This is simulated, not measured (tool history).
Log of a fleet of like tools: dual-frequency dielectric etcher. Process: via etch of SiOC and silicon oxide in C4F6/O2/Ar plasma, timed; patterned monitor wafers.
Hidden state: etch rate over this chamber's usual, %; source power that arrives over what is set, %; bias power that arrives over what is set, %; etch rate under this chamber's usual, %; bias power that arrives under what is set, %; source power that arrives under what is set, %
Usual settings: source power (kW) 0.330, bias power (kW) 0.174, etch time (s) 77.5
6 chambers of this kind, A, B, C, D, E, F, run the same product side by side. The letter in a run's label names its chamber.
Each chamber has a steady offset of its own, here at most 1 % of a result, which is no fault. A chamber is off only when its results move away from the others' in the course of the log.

| run | day | source power (kW) | bias power (kW) | etch time (s) | hours since the last wet clean | hours since the last source power generator calibration | hours since the last bias power generator calibration | read-back reference wafer on the same gauge, depth_nm | mean etch depth across the wafer (angstrom) |
|---|---|---|---|---|---|---|---|---|---|
| 1E | 0.146 | 0.330 | 0.174 | 77.5 | 35.6 | 53.9 | 3102.8 | 68.090 | 796.59 |
| 2B | 0.288 | 0.330 | 0.174 | 77.5 | 430.4 | 519.5 | 2075.0 | 68.085 | 797.46 |
| 3A | 0.533 | 0.330 | 0.174 | 77.5 | 198.9 | 3227.0 | 1645.4 | 68.071 | 803.51 |
| 4F | 0.704 | 0.330 | 0.174 | 77.5 | 263.7 | 2688.6 | 92.5 | 68.085 | 792.11 |
| 5D | 0.900 | 0.330 | 0.174 | 77.5 | 352.2 | 307.6 | 3120.4 | 68.073 | 797.40 |
| 6C | 1.083 | 0.330 | 0.174 | 77.5 | 381.1 | 1219.9 | 2557.3 | 68.026 | 802.71 |
| 7D | 1.296 | 0.330 | 0.174 | 77.5 | 361.7 | 317.1 | 3129.9 | 68.129 | 799.66 |
| 8B | 1.421 | 0.330 | 0.174 | 77.5 | 457.6 | 546.7 | 2102.2 | 68.140 | 802.18 |
| 9C | 1.608 | 0.330 | 0.174 | 77.5 | 393.7 | 1232.5 | 2569.9 | 68.016 | 809.61 |
| 10A | 1.746 | 0.330 | 0.174 | 77.5 | 228.0 | 3256.1 | 1674.5 | 68.113 | 804.88 |
| 11E | 1.958 | 0.330 | 0.174 | 77.5 | 79.1 | 97.4 | 3146.3 | 68.110 | 796.68 |
| 12F | 2.092 | 0.330 | 0.203 | 77.5 | 297.0 | 2721.9 | 125.8 | 68.005 | 834.36 |
| 13A | 2.238 | 0.330 | 0.203 | 77.5 | 239.8 | 3267.9 | 1686.3 | 68.100 | 848.55 |
| 14E | 2.400 | 0.330 | 0.203 | 77.5 | 89.7 | 108.0 | 3156.9 | 68.045 | 842.41 |
| 15B | 2.562 | 0.330 | 0.203 | 77.5 | 485.0 | 574.1 | 2129.6 | 68.081 | 846.61 |
| 16D | 2.779 | 0.330 | 0.203 | 77.5 | 397.3 | 352.7 | 3165.5 | 68.109 | 836.28 |
| 17C | 2.929 | 0.330 | 0.203 | 77.5 | 425.4 | 1264.2 | 2601.6 | 68.112 | 851.89 |
| 18F | 3.083 | 0.330 | 0.174 | 77.5 | 320.8 | 2745.7 | 149.6 | 68.136 | 798.14 |
| 19C | 3.225 | 0.330 | 0.174 | 77.5 | 432.5 | 1271.3 | 2608.7 | 68.073 | 811.56 |
| 20D | 3.388 | 0.330 | 0.174 | 77.5 | 411.9 | 367.3 | 3180.1 | 68.068 | 795.76 |
| 21E | 3.588 | 0.280 | 0.174 | 62.0 | 118.2 | 136.5 | 3185.4 | 68.079 | 598.82 |
| 22A | 3.792 | 0.280 | 0.174 | 62.0 | 277.1 | 3305.2 | 1723.6 | 68.140 | 596.67 |
| 23F | 4.038 | 0.280 | 0.174 | 62.0 | 343.7 | 2768.6 | 172.5 | 68.101 | 591.36 |
|  | 4.217 | chamber B: wet clean of the chamber |
| 24B | 4.233 | 0.280 | 0.174 | 62.0 | 0.4 | 614.2 | 2169.7 | 68.116 | 623.01 |
| 25D | 4.458 | 0.280 | 0.174 | 62.0 | 437.6 | 393.0 | 3205.8 | 68.058 | 603.98 |
| 26F | 4.683 | 0.280 | 0.174 | 62.0 | 359.2 | 2784.1 | 188.0 | 68.032 | 592.83 |
| 27E | 4.792 | 0.330 | 0.174 | 77.5 | 147.1 | 165.4 | 3214.3 | 68.124 | 805.19 |
| 28C | 4.962 | 0.330 | 0.174 | 77.5 | 474.2 | 1313.0 | 2650.4 | 68.075 | 804.17 |
| 29A | 5.154 | 0.330 | 0.174 | 77.5 | 309.8 | 3337.9 | 1756.3 | 68.050 | 805.19 |
| 30B | 5.367 | 0.330 | 0.174 | 77.5 | 27.6 | 641.4 | 2196.9 | 68.102 | 825.73 |
| 31A | 5.588 | 0.330 | 0.174 | 77.5 | 320.2 | 3348.3 | 1766.7 | 68.111 | 800.50 |
| 32B | 5.762 | 0.400 | 0.174 | 77.5 | 37.1 | 650.9 | 2206.4 | 68.120 | 891.39 |
| 33D | 6.004 | 0.400 | 0.174 | 77.5 | 474.7 | 430.1 | 3242.9 | 68.137 | 857.21 |
| 34C | 6.204 | 0.400 | 0.174 | 77.5 | 504.0 | 1342.8 | 2680.2 | 68.103 | 867.72 |
| 35F | 6.321 | 0.400 | 0.174 | 77.5 | 398.5 | 2823.4 | 227.3 | 68.076 | 856.34 |
| 36E | 6.479 | 0.400 | 0.174 | 77.5 | 187.6 | 205.9 | 3254.8 | 68.145 | 858.27 |
| 37B | 6.658 | 0.400 | 0.174 | 77.5 | 58.6 | 672.4 | 2227.9 | 68.114 | 890.10 |
| 38C | 6.821 | 0.370 | 0.174 | 61.0 | 518.8 | 1357.6 | 2695.0 | 68.115 | 663.18 |
| 39A | 6.958 | 0.370 | 0.174 | 61.0 | 353.1 | 3381.2 | 1799.6 | 68.060 | 660.62 |
| 40D | 7.167 | 0.370 | 0.174 | 61.0 | 502.6 | 458.0 | 3270.8 | 68.094 | 657.47 |
| 41F | 7.317 | 0.370 | 0.174 | 61.0 | 422.4 | 2847.3 | 251.2 | 68.090 | 656.54 |
| 42E | 7.533 | 0.370 | 0.174 | 61.0 | 212.9 | 231.2 | 3280.1 | 68.152 | 664.61 |
| 43F | 7.758 | 0.370 | 0.174 | 61.0 | 433.0 | 2857.9 | 261.8 | 68.083 | 657.93 |

All 6 chambers run these settings next. Forecast each chamber's results:
| 44A | 7.938 | 0.330 | 0.174 | 77.5 |  |  |  |  | ? |
| 44B | 7.938 | 0.330 | 0.174 | 77.5 |  |  |  |  | ? |
| 44C | 7.938 | 0.330 | 0.174 | 77.5 |  |  |  |  | ? |
| 44D | 7.938 | 0.330 | 0.174 | 77.5 |  |  |  |  | ? |
| 44E | 7.938 | 0.330 | 0.174 | 77.5 |  |  |  |  | ? |
| 44F | 7.938 | 0.330 | 0.174 | 77.5 |  |  |  |  | ? |

| run | mean etch depth across the wafer (angstrom) |
|---|---|
| 44A | 799.35 |
| 44B | 825.88 |
| 44C | 806.98 |
| 44D | 797.41 |
| 44E | 801.64 |
| 44F | 795.59 |
